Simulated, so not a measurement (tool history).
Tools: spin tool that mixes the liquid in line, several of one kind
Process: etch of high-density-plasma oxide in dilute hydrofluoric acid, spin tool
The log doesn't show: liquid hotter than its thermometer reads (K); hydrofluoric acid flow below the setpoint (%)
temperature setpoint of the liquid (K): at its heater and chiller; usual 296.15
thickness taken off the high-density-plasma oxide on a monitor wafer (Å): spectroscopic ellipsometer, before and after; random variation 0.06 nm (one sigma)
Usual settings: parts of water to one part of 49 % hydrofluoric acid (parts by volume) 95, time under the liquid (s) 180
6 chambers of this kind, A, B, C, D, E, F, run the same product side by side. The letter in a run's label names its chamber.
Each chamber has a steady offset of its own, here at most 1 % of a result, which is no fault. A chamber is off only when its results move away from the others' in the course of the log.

| run | hour | temperature setpoint of the liquid (K) | parts of water to one part of 49 % hydrofluoric acid (parts by volume) | time under the liquid (s) | hours since the thermometer was replaced | hours since the hydrofluoric acid flow meter was replaced | read-back film thickness of the high-density-plasma oxide reference wafer, read on the same gauge (nm) | thickness taken off the high-density-plasma oxide on a monitor wafer (Å) |
|---|---|---|---|---|---|---|---|---|
| 1A | 11.1 | 296.15 | 95 | 180 | 15.2 | 139.2 | 50.036 | 115.920 |
| 2C | 20.4 | 296.15 | 95 | 180 | 1900.7 | 329.8 | 49.981 | 114.580 |
| 3D | 34.1 | 296.15 | 95 | 180 | 819.1 | 456.0 | 50.008 | 114.820 |
| 4E | 47.0 | 296.15 | 95 | 180 | 1511.5 | 208.4 | 50.018 | 114.190 |
| 5B | 60.0 | 300.15 | 135 | 180 | 597.2 | 941.4 | 50.029 | 90.012 |
| 6F | 71.1 | 300.15 | 135 | 180 | 169.6 | 398.2 | 49.991 | 89.670 |
| 7D | 80.4 | 300.15 | 135 | 180 | 865.4 | 502.3 | 49.993 | 89.537 |
| 8C | 91.7 | 300.15 | 135 | 180 | 1972.0 | 401.1 | 50.025 | 88.166 |
| 9A | 102.7 | 300.15 | 135 | 180 | 106.8 | 230.8 | 50.015 | 89.517 |
| 10E | 111.4 | 300.15 | 135 | 180 | 1575.9 | 272.8 | 50.003 | 89.738 |
| 11B | 118.3 | 296.15 | 95 | 180 | 655.5 | 999.7 | 49.973 | 114.590 |
| 12F | 128.0 | 296.15 | 95 | 180 | 226.5 | 455.1 | 49.989 | 113.030 |
| 13E | 138.5 | 296.15 | 95 | 180 | 1603.0 | 299.9 | 49.989 | 114.520 |
|  | 147.1 | chamber F: hydrofluoric acid flow meter replaced |
| 14F | 151.8 | 296.15 | 95 | 180 | 250.3 | 4.8 | 49.997 | 114.140 |
| 15B | 163.6 | 296.15 | 60 | 180 | 700.8 | 1045.0 | 50.017 | 191.410 |
| 16A | 169.9 | 296.15 | 60 | 180 | 174.0 | 298.0 | 49.991 | 188.460 |
| 17C | 179.7 | 296.15 | 60 | 180 | 2060.0 | 489.1 | 49.963 | 189.940 |
| 18D | 190.7 | 296.15 | 60 | 180 | 975.7 | 612.6 | 50.002 | 190.820 |
| 19D | 200.6 | 296.15 | 60 | 180 | 985.6 | 622.5 | 50.013 | 190.740 |
| 20F | 211.2 | 296.15 | 60 | 180 | 309.7 | 64.2 | 50.021 | 187.960 |
| 21E | 223.9 | 296.15 | 95 | 180 | 1688.4 | 385.3 | 49.991 | 114.520 |
|  | 235.6 | chamber B: thermometer replaced |
| 22A | 237.9 | 296.15 | 95 | 180 | 242.0 | 366.0 | 50.026 | 115.280 |
| 23C | 247.9 | 296.15 | 95 | 180 | 2128.2 | 557.3 | 50.024 | 112.720 |
| 24B | 261.5 | 296.15 | 95 | 180 | 26.0 | 1142.9 | 49.961 | 114.600 |
| 25D | 269.8 | 296.15 | 95 | 180 | 1054.8 | 691.7 | 50.017 | 114.600 |
| 26B | 280.6 | 296.15 | 95 | 180 | 45.1 | 1162.0 | 50.011 | 115.560 |
| 27F | 293.8 | 296.15 | 95 | 180 | 392.3 | 146.8 | 50.008 | 113.490 |
| 28C | 303.9 | 296.15 | 95 | 180 | 2184.2 | 613.3 | 49.996 | 112.020 |
| 29E | 314.9 | 294.15 | 70 | 180 | 1779.4 | 476.3 | 49.990 | 148.250 |
| 30A | 327.4 | 294.15 | 70 | 180 | 331.5 | 455.5 | 50.000 | 147.420 |
| 31B | 335.5 | 294.15 | 70 | 180 | 100.0 | 1216.9 | 50.044 | 148.220 |
| 32C | 346.0 | 294.15 | 70 | 180 | 2226.3 | 655.4 | 50.005 | 143.540 |
|  | 353.7 | chamber B: hydrofluoric acid flow meter replaced |
| 33D | 357.5 | 294.15 | 70 | 180 | 1142.5 | 779.4 | 49.982 | 147.790 |
| 34A | 367.1 | 294.15 | 70 | 180 | 371.2 | 495.2 | 49.986 | 147.310 |
| 35E | 376.0 | 296.15 | 95 | 180 | 1840.5 | 537.4 | 49.977 | 114.490 |
| 36F | 386.9 | 296.15 | 95 | 180 | 485.4 | 239.9 | 50.001 | 114.170 |
| 37A | 399.5 | 296.15 | 95 | 180 | 403.6 | 527.6 | 49.992 | 114.750 |
| 38E | 407.5 | 296.15 | 95 | 180 | 1872.0 | 568.9 | 49.992 | 114.070 |
| 39F | 415.5 | 296.15 | 95 | 180 | 514.0 | 268.5 | 49.977 | 113.860 |
| 40C | 424.8 | 296.15 | 95 | 180 | 2305.1 | 734.2 | 50.009 | 109.190 |
| 41D | 431.8 | 296.15 | 95 | 180 | 1216.8 | 853.7 | 49.981 | 115.380 |
| 42B | 445.7 | 299.65 | 95 | 180 | 210.2 | 92.1 | 50.007 | 131.650 |
| 43A | 453.8 | 299.65 | 95 | 180 | 457.9 | 581.9 | 50.034 | 132.740 |

All 6 chambers run these settings next. Forecast each chamber's results:
| 44A | 464.0 | 296.15 | 95 | 180 |  |  |  | ? |
| 44B | 464.0 | 296.15 | 95 | 180 |  |  |  | ? |
| 44C | 464.0 | 296.15 | 95 | 180 |  |  |  | ? |
| 44D | 464.0 | 296.15 | 95 | 180 |  |  |  | ? |
| 44E | 464.0 | 296.15 | 95 | 180 |  |  |  | ? |
| 44F | 464.0 | 296.15 | 95 | 180 |  |  |  | ? |

| run | thickness taken off the high-density-plasma oxide on a monitor wafer (Å) |
|---|---|
| 44A | 114.280 |
| 44B | 114.500 |
| 44C | 108.420 |
| 44D | 115.040 |
| 44E | 114.060 |
| 44F | 114.940 |
